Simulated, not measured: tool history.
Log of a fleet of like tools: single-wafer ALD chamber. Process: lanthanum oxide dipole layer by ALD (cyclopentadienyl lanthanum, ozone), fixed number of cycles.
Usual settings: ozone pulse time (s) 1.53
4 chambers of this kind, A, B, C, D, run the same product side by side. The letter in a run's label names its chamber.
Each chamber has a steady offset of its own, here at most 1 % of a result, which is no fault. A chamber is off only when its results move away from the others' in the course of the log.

run	hour	ozone pulse time (s)	read-back reference wafer on the same gauge, thickness_nm	mean film thickness on the monitor wafer (nm)
1A	7.1	1.53	0.62731	0.55155
2D	14.6	1.53	0.62717	0.55443
3C	23.4	1.53	0.62781	0.55791
4B	29.8	1.53	0.62686	0.54837
5C	37.7	1.53	0.62699	0.54772
6A	46.0	1.87	0.62719	0.57076
7B	54.6	1.87	0.62700	0.56458
# hour 56.5: chamber C: ozone generator serviced
8D	65.5	1.87	0.62710	0.57516
9B	71.9	1.87	0.62746	0.56218
10C	78.9	1.53	0.62663	0.55418
11A	85.6	1.53	0.62685	0.55060
12D	90.9	1.53	0.62719	0.55939
13A	96.9	1.53	0.62648	0.54799
14D	104.3	1.98	0.62672	0.57259
15C	110.4	1.98	0.62735	0.56748
16B	118.2	1.98	0.62728	0.56717
17D	127.7	1.98	0.62718	0.57175
18B	137.6	1.53	0.62693	0.55198
19C	146.5	1.53	0.62667	0.55196
20A	153.3	1.53	0.62776	0.55560
21B	159.0	1.75	0.62747	0.55899
22D	169.7	1.75	0.62636	0.56217
23A	178.4	1.75	0.62730	0.56122
24C	186.6	1.75	0.62741	0.56155
25C	193.9	1.17	0.62743	0.52489
26D	201.1	1.17	0.62687	0.52978
# hour 208.1: chamber D: thermocouple changed; heater temperature recalibrated
27B	209.3	1.17	0.62649	0.52010
28A	218.7	1.17	0.62635	0.52213
29A	223.7	1.53	0.62735	0.55142
30D	229.1	1.53	0.62652	0.55644
31B	236.0	1.53	0.62676	0.54928

What goes on in this fleet: one chamber off, a drifting gauge, or nothing beyond the chambers' own small offsets? Name the chamber and the cause, if any.

No chamber stands off beyond its own small offset, and the gauge holds steady.
